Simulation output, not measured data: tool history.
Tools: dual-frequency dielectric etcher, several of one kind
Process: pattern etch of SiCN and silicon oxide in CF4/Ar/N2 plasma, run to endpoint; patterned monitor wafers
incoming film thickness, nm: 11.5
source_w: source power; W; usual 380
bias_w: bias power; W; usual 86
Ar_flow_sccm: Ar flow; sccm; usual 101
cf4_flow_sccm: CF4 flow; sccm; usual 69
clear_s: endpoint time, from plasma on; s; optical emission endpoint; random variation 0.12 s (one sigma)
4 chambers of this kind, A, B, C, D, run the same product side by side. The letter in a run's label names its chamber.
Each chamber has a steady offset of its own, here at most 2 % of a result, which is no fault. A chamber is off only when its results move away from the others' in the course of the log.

run   hour  source_w  bias_w  Ar_flow_sccm  cf4_flow_sccm  hours since the last wet clean  hours since the last source power generator calibration  hours since the last bias power generator calibration  hours since the last Ar flow controller change  hours since the last CF4 flow controller change  clear_s
       2.9  -- chamber C: wet clean of the chamber
 1A    3.8       380      86           101             69                           300.7                                                   3464.6                                                  107.5                                          1115.2                                           1457.1   15.011
 2C    7.9       380      86           101             69                             5.1                                                   1256.2                                                  897.3                                          4144.4                                             2500   14.516
 3D   13.3       380      86           101             69                           218.5                                                   3196.9                                                 1166.1                                            2695                                           2710.1   14.454
 4B   17.7       380      86           101             69                             135                                                    757.7                                                 4017.9                                            19.9                                           1245.9   14.603
 5D   22.8       380      86           125             60                             228                                                   3206.4                                                 1175.6                                          2704.5                                           2719.6   15.134
 6C   28.6       380      86           125             60                            25.8                                                   1276.9                                                    918                                          4165.1                                           2520.7     15.2
 7B   35.3       380      86           125             60                           152.6                                                    775.3                                                 4035.5                                            37.5                                           1263.5    15.34
 8A   38.8       380      86           125             60                           335.7                                                   3499.6                                                  142.5                                          1150.2                                           1492.1   15.652
 9B     45       380      86           101             69                           162.3                                                      785                                                 4045.2                                            47.2                                           1273.2   14.465
10A   50.9       380      86           101             69                           347.8                                                   3511.7                                                  154.6                                          1162.3                                           1504.2   15.096
11C   55.3       380      86           101             69                            52.5                                                   1303.6                                                  944.7                                          4191.8                                           2547.4   14.411
12D   59.8       380      86           101             69                             265                                                   3243.4                                                 1212.6                                          2741.5                                           2756.6   14.644
13A   64.4       380      86           101             69                           361.3                                                   3525.2                                                  168.1                                          1175.8                                           1517.7   15.034
14C   68.8       380      86           101             69                              66                                                   1317.1                                                  958.2                                          4205.3                                           2560.9   14.464
15B   75.1       380      86           120             69                           192.4                                                    815.1                                                 4075.3                                            77.3                                           1303.3    14.94
16D   81.9       380      86           120             69                           287.1                                                   3265.5                                                 1234.7                                          2763.6                                           2778.7   14.876
17C   87.1       380      86           120             69                            84.3                                                   1335.4                                                  976.5                                          4223.6                                           2579.2   14.858
18A   90.5       380      86           120             69                           387.4                                                   3551.3                                                  194.2                                          1201.9                                           1543.8    15.16
      90.6  -- chamber D: wet clean of the chamber
19B   95.1       380      86           101             69                           212.4                                                    835.1                                                 4095.3                                            97.3                                           1323.3   14.649
20D   99.2       380      86           101             69                             8.6                                                   3282.8                                                   1252                                          2780.9                                             2796   13.988
21D  102.9       380      86           101             69                            12.3                                                   3286.5                                                 1255.7                                          2784.6                                           2799.7   13.888
22B  108.9       380      86           101             69                           226.2                                                    848.9                                                 4109.1                                           111.1                                           1337.1   14.586
23C  113.9       340      86           101             79                           111.1                                                   1362.2                                                 1003.3                                          4250.4                                             2606   15.812
24A  119.6       340      86           101             79                           416.5                                                   3580.4                                                  223.3                                            1231                                           1572.9   16.008
25D  125.8       340      86           101             79                            35.2                                                   3309.4                                                 1278.6                                          2807.5                                           2822.6   15.149
26A  130.1       340      86           101             79                             427                                                   3590.9                                                  233.8                                          1241.5                                           1583.4   16.288
27B  134.8       380      86           101             69                           252.1                                                    874.8                                                   4135                                             137                                             1363   14.729
28C  138.5       380      86           101             58                           135.7                                                   1386.8                                                 1027.9                                            4275                                           2630.6   14.962
29B    143       380      86           101             58                           260.3                                                      883                                                 4143.2                                           145.2                                           1371.2   14.935
30D  149.9       380      86           101             58                            59.3                                                   3333.5                                                 1302.7                                          2831.6                                           2846.7   14.094
31C  155.2       380      86           101             58                           152.4                                                   1403.5                                                 1044.6                                          4291.7                                           2647.3   14.981
32A  159.1       380      86           101             69                             456                                                   3619.9                                                  262.8                                          1270.5                                           1612.4   14.807

What goes on in this fleet: one chamber off, a drifting gauge, or nothing beyond the chambers' own small offsets? Name the chamber and the cause, if any.

A service left chamber D off against the others.
Cause: etch rate over this chamber's usual, % = 4.93.

Here are 4 candidates for chamber D's next run, each the usual settings with a change, their results left as question marks. Which one brings its results back in line with what the others give on the usual settings?
In line means no further than this from the other chambers' mean on the usual settings: clear_s 0.43 s
33D-1  164.5       420      90            99             69                                                                                                                                                                                                                                                         ?
33D-2  164.5       340      82           101             68                                                                                                                                                                                                                                                         ?
33D-3  164.5       400      88           100             69                                                                                                                                                                                                                                                         ?
33D-4  164.5       360      84           102             69                                                                                                                                                                                                                                                         ?

The other chambers' mean on the usual settings: clear_s 14.64 s
  run  clear_s
33D-1   12.535
33D-2   15.639
33D-3   13.201
33D-4   14.746
33D-4 brings the chamber back in line.

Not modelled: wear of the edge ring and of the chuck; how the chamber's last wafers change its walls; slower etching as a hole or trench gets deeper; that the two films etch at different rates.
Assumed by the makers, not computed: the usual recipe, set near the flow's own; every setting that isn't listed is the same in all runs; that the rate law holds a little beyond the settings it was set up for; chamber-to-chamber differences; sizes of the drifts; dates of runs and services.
